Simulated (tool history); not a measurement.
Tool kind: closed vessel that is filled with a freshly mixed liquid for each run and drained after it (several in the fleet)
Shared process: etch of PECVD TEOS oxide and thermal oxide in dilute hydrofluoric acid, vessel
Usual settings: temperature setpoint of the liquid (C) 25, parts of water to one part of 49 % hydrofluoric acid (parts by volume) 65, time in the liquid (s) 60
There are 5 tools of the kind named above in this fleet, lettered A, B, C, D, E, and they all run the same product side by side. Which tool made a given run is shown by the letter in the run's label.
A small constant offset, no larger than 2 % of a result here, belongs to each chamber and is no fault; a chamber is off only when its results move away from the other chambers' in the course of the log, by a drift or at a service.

| run | hour | temperature setpoint of the liquid (C) | parts of water to one part of 49 % hydrofluoric acid (parts by volume) | time in the liquid (s) | hours since the thermometer was replaced | hours since the hydrofluoric acid flow meter was replaced | read-back film thickness of the PECVD TEOS oxide reference wafer, read on the same gauge (nm) | read-back film thickness of the thermal oxide reference wafer, read on the same gauge (nm) | thickness taken off the PECVD TEOS oxide on a monitor wafer (angstrom) | thickness taken off the thermal oxide on a monitor wafer (angstrom) |
|---|---|---|---|---|---|---|---|---|---|---|
| 1E | 6.2 | 25 | 65 | 60 | 434.2 | 247 | 69.961 | 130.03 | 225.55 | 49.194 |
| 2C | 13.4 | 25 | 65 | 60 | 63.9 | 1109.3 | 70.056 | 129.99 | 226.06 | 48.724 |
| 3D | 23.2 | 25 | 65 | 60 | 467 | 142.6 | 69.943 | 129.98 | 227.15 | 48.678 |
| 4A | 29.3 | 25 | 65 | 60 | 256.6 | 489.7 | 69.994 | 130 | 227.11 | 49.389 |
| 5B | 40.8 | 25 | 65 | 60 | 160.1 | 164.7 | 70.006 | 130 | 226.04 | 50.01 |
| 6A | 50.7 | 25 | 65 | 60 | 278 | 511.1 | 70 | 130.02 | 228.8 | 49.658 |
| 7D | 57.7 | 25 | 65 | 60 | 501.5 | 177.1 | 70.019 | 129.98 | 226.29 | 48.624 |
| 8B | 66 | 25 | 65 | 60 | 185.3 | 189.9 | 69.984 | 130.01 | 224.36 | 49.696 |
| 9C | 72.7 | 25 | 65 | 50 | 123.2 | 1168.6 | 70.028 | 129.99 | 186.23 | 40.487 |
| 10E | 84.8 | 25 | 65 | 50 | 512.8 | 325.6 | 69.972 | 130.02 | 188.25 | 40.281 |
| 11D | 93.7 | 25 | 65 | 50 | 537.5 | 213.1 | 70.056 | 130 | 188.25 | 40.303 |
| 12C | 99.9 | 25 | 65 | 50 | 150.4 | 1195.8 | 69.961 | 129.99 | 187.89 | 41.348 |
|  | 101.2 | chamber D: thermometer replaced |
| 13E | 108.9 | 25 | 65 | 50 | 536.9 | 349.7 | 69.962 | 129.98 | 187.01 | 40.786 |
| 14A | 120.9 | 25 | 65 | 60 | 348.2 | 581.3 | 70.008 | 130.02 | 228.71 | 49.698 |
| 15B | 133.3 | 25 | 65 | 60 | 252.6 | 257.2 | 70.01 | 129.99 | 225.22 | 48.302 |
| 16B | 139.8 | 25 | 65 | 60 | 259.1 | 263.7 | 69.998 | 130.05 | 224.16 | 49.405 |
| 17D | 150.1 | 25 | 65 | 60 | 48.9 | 269.5 | 69.994 | 130.04 | 226.21 | 48.75 |
| 18C | 163.2 | 25 | 65 | 60 | 213.7 | 1259.1 | 70.032 | 129.99 | 226.33 | 49.522 |
| 19E | 170 | 25 | 65 | 70 | 598 | 410.8 | 70.005 | 130.05 | 262.64 | 56.454 |
| 20A | 178.5 | 25 | 65 | 70 | 405.8 | 638.9 | 69.968 | 130.03 | 266.94 | 58.862 |
| 21B | 191.4 | 25 | 65 | 70 | 310.7 | 315.3 | 70.032 | 130 | 261.61 | 57.498 |
| 22E | 201.5 | 25 | 65 | 70 | 629.5 | 442.3 | 69.999 | 130 | 262.31 | 56.323 |
| 23A | 211.9 | 25 | 65 | 70 | 439.2 | 672.3 | 69.983 | 129.99 | 262.6 | 57.758 |
| 24C | 222.8 | 25 | 65 | 60 | 273.3 | 1318.7 | 70.036 | 130.03 | 225.3 | 48.788 |
| 25D | 234.5 | 25 | 65 | 60 | 133.3 | 353.9 | 70.032 | 130.02 | 227.76 | 48.246 |
| 26C | 240.6 | 25 | 65 | 60 | 291.1 | 1336.5 | 70.006 | 129.99 | 225.36 | 49.202 |
| 27D | 250.9 | 25 | 45 | 60 | 149.7 | 370.3 | 69.995 | 130.01 | 337.35 | 71.744 |
| 28E | 260.5 | 25 | 45 | 60 | 688.5 | 501.3 | 70.024 | 129.97 | 337.63 | 72.649 |
| 29A | 274 | 25 | 45 | 60 | 501.3 | 734.4 | 70.039 | 130 | 335.77 | 73.089 |
| 30B | 282.3 | 25 | 45 | 60 | 401.6 | 406.2 | 70.032 | 130 | 337.44 | 72.961 |
| 31A | 296 | 25 | 45 | 60 | 523.3 | 756.4 | 70.003 | 130.02 | 334.68 | 72.761 |
| 32B | 306.6 | 25 | 65 | 60 | 425.9 | 430.5 | 70.028 | 130.01 | 226.27 | 48.708 |
| 33C | 319.1 | 20.5 | 65 | 60 | 369.6 | 1415 | 69.999 | 130 | 185.86 | 40.608 |

Which is it: a chamber that has drifted or been left off by a service, a gauge drift common to all chambers, or only each chamber's usual small offset? If a chamber is off, name it and its likeliest cause.

The fleet is healthy, with each chamber sitting at its usual small offset and no drift in the gauge.

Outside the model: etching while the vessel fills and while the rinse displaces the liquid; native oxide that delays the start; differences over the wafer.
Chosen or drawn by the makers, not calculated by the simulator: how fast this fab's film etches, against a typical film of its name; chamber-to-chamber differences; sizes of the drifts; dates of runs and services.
